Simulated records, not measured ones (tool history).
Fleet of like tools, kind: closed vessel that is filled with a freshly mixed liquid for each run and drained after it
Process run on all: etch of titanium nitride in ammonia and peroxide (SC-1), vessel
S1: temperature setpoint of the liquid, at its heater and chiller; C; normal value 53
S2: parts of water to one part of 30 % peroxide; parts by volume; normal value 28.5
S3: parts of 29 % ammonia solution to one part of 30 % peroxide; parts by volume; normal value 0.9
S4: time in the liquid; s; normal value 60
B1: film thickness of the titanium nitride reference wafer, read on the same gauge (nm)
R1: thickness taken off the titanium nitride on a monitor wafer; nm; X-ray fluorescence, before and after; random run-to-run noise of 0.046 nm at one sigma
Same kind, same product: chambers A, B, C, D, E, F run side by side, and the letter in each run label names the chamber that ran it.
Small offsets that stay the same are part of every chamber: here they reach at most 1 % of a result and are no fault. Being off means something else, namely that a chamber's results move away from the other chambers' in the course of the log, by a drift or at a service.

run	hour	S1	S2	S3	S4	B1	R1
1D	8.1	53	28.5	0.9	60	39.988	5.1718
# hour 10.1: chamber B: new drum of ammonia solution connected
2C	14.5	53	28.5	0.9	60	39.994	5.1349
3F	22.7	53	28.5	0.9	60	39.992	5.1453
# hour 24.4: chamber C: new drum of ammonia solution connected
# hour 27.7: chamber F: new drum of ammonia solution connected
4E	29.5	53	28.5	0.9	60	39.984	5.1254
5A	35.6	57	28.5	0.65	60	40.008	6.2242
6B	39.8	57	28.5	0.65	60	39.978	6.3791
7F	44.1	57	28.5	0.65	60	39.976	6.2767
8A	52.2	57	28.5	0.65	60	40.004	6.3745
9C	60.3	57	28.5	0.65	60	40.006	6.2382
10B	66.4	57	28.5	0.65	60	40.002	6.3314
11D	71.1	53	28.5	0.9	60	40	5.1559
12E	75.4	62	28.5	0.9	60	40	9.3293
13D	80.2	62	28.5	0.9	60	40.014	9.3991
14C	89.2	62	28.5	0.9	60	40.002	9.3062
15E	95	62	28.5	0.9	60	40.031	9.2577
16B	99.7	62	28.5	0.9	60	39.988	9.2165
17A	107.1	62	28.5	0.9	60	39.993	9.3821
18F	115.6	53	28.5	0.9	60	40.008	5.034
19B	123.4	53	28.5	0.9	30	40.027	2.4768
20F	128.5	53	28.5	0.9	30	40.022	2.5101
21E	133.3	53	28.5	0.9	30	40.015	2.5083
22D	141.4	53	28.5	0.9	30	39.979	2.6456
23A	148.5	53	28.5	0.9	30	39.994	2.561
# hour 155.6: chamber A: ammonia flow meter replaced
24C	156.9	53	28.5	0.9	30	39.961	2.5624
25F	162.8	53	28.5	0.9	60	40.008	5.0609
26B	167	53	28.5	0.9	60	40.001	5.0915
27D	171.8	53	28.5	0.9	60	39.993	5.2811
28E	181	53	28.5	0.9	60	39.983	4.8315
29C	188.8	53	28.5	0.9	60	40.008	4.9964
30A	195.3	53	28.5	0.9	60	40.009	5.2055
31D	199.9	53	28.5	0.75	60	39.996	5.003
32F	208.7	53	28.5	0.75	60	39.989	4.9548
33E	214.7	53	28.5	0.75	60	39.985	4.6783
# hour 217.6: chamber C: thermometer replaced
34A	221.1	53	28.5	0.75	60	40.009	4.9223
35C	228.6	53	28.5	0.75	60	39.993	4.9013
36B	234.6	53	28.5	0.75	60	39.999	4.9494
37F	240.2	53	28.5	0.9	60	40.006	5.11
38B	248.5	53	28.5	0.9	60	40.017	5.0579
39D	252.9	53	28.5	0.9	60	40.011	5.2104

Is one chamber off against the others, does the gauge drift, or is nothing wrong? If a chamber is off, say which, and what the likeliest cause is.

It is chamber E that slowly wanders off from its peers.
Likeliest cause: liquid colder than its thermometer reads (K) = 1.3.

Which of the 4 candidates below, each the usual settings with something changed and its results left as question marks, puts chamber E back in line with what the other chambers give on the usual settings?
A result is in line if it is within this distance of the other chambers' mean on the usual settings: R1 0.16 nm
40E-1	259.7	54.5	28.5	0.9	60		?
40E-2	259.7	52.5	28.5	0.9	60		?
40E-3	259.7	53	33	0.85	60		?
40E-4	259.7	53	26.5	0.9	60		?

Mean of the other chambers on the usual settings: R1 5.1098 nm
run	R1
40E-1	5.1626
40E-2	4.4964
40E-3	4.2438
40E-4	4.8456
40E-1 puts the chamber back in line with the other chambers.

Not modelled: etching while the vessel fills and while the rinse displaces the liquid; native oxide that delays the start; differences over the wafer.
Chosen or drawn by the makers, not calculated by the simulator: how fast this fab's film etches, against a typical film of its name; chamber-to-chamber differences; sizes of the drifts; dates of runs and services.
